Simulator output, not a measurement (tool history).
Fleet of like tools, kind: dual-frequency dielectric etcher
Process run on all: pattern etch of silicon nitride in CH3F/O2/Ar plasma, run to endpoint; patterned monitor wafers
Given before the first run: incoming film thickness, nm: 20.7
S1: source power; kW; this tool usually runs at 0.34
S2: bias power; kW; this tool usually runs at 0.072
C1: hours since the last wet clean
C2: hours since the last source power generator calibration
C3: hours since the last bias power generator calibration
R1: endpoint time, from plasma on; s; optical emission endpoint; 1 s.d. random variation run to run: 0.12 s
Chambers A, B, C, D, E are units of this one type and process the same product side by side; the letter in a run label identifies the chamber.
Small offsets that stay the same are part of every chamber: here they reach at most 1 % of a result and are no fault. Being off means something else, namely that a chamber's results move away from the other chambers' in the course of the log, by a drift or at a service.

run 1D hour=12.2 | S1=0.34 S2=0.072 | C1=102.5 C2=131.2 C3=1886.9 | R1=31.525
-- hour=18 chamber A: wet clean of the chamber
run 2E hour=19.2 | S1=0.34 S2=0.072 | C1=621.8 C2=907.5 C3=2083.9 | R1=31.663
run 3A hour=31.5 | S1=0.34 S2=0.072 | C1=13.6 C2=3284.8 C3=1118.3 | R1=31.732
run 4B hour=45.5 | S1=0.34 S2=0.072 | C1=311.2 C2=2172.1 C3=361.5 | R1=32.052
run 5C hour=57.1 | S1=0.34 S2=0.072 | C1=255.2 C2=3910.8 C3=1879.8 | R1=32.05
run 6B hour=69.8 | S1=0.34 S2=0.072 | C1=335.5 C2=2196.4 C3=385.8 | R1=32.083
-- hour=74.4 chamber B: source power generator calibrated
run 7D hour=78.5 | S1=0.4 S2=0.086 | C1=168.8 C2=197.5 C3=1953.2 | R1=27.928
run 8C hour=91.7 | S1=0.4 S2=0.086 | C1=289.8 C2=3945.4 C3=1914.4 | R1=28.216
-- hour=102.8 chamber C: source power generator calibrated
run 9E hour=105.7 | S1=0.4 S2=0.086 | C1=708.3 C2=994 C3=2170.4 | R1=28.062
run 10A hour=112.3 | S1=0.4 S2=0.086 | C1=94.4 C2=3365.6 C3=1199.1 | R1=28.178
-- hour=114 chamber E: wet clean of the chamber
run 11C hour=124.8 | S1=0.4 S2=0.086 | C1=322.9 C2=22.1 C3=1947.5 | R1=28.276
run 12B hour=131.8 | S1=0.34 S2=0.072 | C1=397.5 C2=57.5 C3=447.8 | R1=31.97
run 13E hour=142.8 | S1=0.34 S2=0.072 | C1=28.9 C2=1031.1 C3=2207.5 | R1=31.658
run 14D hour=150.6 | S1=0.34 S2=0.072 | C1=240.9 C2=269.6 C3=2025.3 | R1=32.132
run 15A hour=162.1 | S1=0.34 S2=0.072 | C1=144.2 C2=3415.4 C3=1248.9 | R1=31.67
run 16C hour=170.4 | S1=0.34 S2=0.072 | C1=368.5 C2=67.7 C3=1993.1 | R1=31.809
run 17E hour=185.1 | S1=0.34 S2=0.072 | C1=71.2 C2=1073.4 C3=2249.8 | R1=31.612
run 18D hour=195.3 | S1=0.34 S2=0.072 | C1=285.6 C2=314.3 C3=2070 | R1=32.374
run 19A hour=205.7 | S1=0.34 S2=0.072 | C1=187.8 C2=3459 C3=1292.5 | R1=31.522
run 20B hour=216.5 | S1=0.34 S2=0.072 | C1=482.2 C2=142.2 C3=532.5 | R1=32.018
run 21C hour=224.6 | S1=0.34 S2=0.072 | C1=422.7 C2=121.9 C3=2047.3 | R1=32.014
run 22B hour=232.4 | S1=0.34 S2=0.072 | C1=498.1 C2=158.1 C3=548.4 | R1=31.83
run 23A hour=244.8 | S1=0.34 S2=0.072 | C1=226.9 C2=3498.1 C3=1331.6 | R1=31.821
run 24E hour=252 | S1=0.34 S2=0.072 | C1=138.1 C2=1140.3 C3=2316.7 | R1=31.709
-- hour=254.4 chamber B: wet clean of the chamber
run 25D hour=265 | S1=0.34 S2=0.072 | C1=355.3 C2=384 C3=2139.7 | R1=32.627
run 26D hour=278.5 | S1=0.34 S2=0.072 | C1=368.8 C2=397.5 C3=2153.2 | R1=32.584
run 27A hour=290.4 | S1=0.34 S2=0.072 | C1=272.5 C2=3543.7 C3=1377.2 | R1=31.724
run 28B hour=300.9 | S1=0.34 S2=0.072 | C1=46.6 C2=226.6 C3=616.9 | R1=32.041
run 29C hour=313 | S1=0.34 S2=0.072 | C1=511.1 C2=210.3 C3=2135.7 | R1=31.916
run 30E hour=319.8 | S1=0.34 S2=0.072 | C1=205.9 C2=1208.1 C3=2384.5 | R1=31.419
run 31A hour=332 | S1=0.34 S2=0.072 | C1=314.1 C2=3585.3 C3=1418.8 | R1=31.659

Next, every chamber runs the same settings. What will each give?
run 32A hour=342.9 | S1=0.34 S2=0.072 | R1=?
run 32B hour=342.9 | S1=0.34 S2=0.072 | R1=?
run 32C hour=342.9 | S1=0.34 S2=0.072 | R1=?
run 32D hour=342.9 | S1=0.34 S2=0.072 | R1=?
run 32E hour=342.9 | S1=0.34 S2=0.072 | R1=?

run=32A R1=31.592
run=32B R1=32.191
run=32C R1=31.85
run=32D R1=33.064
run=32E R1=31.704
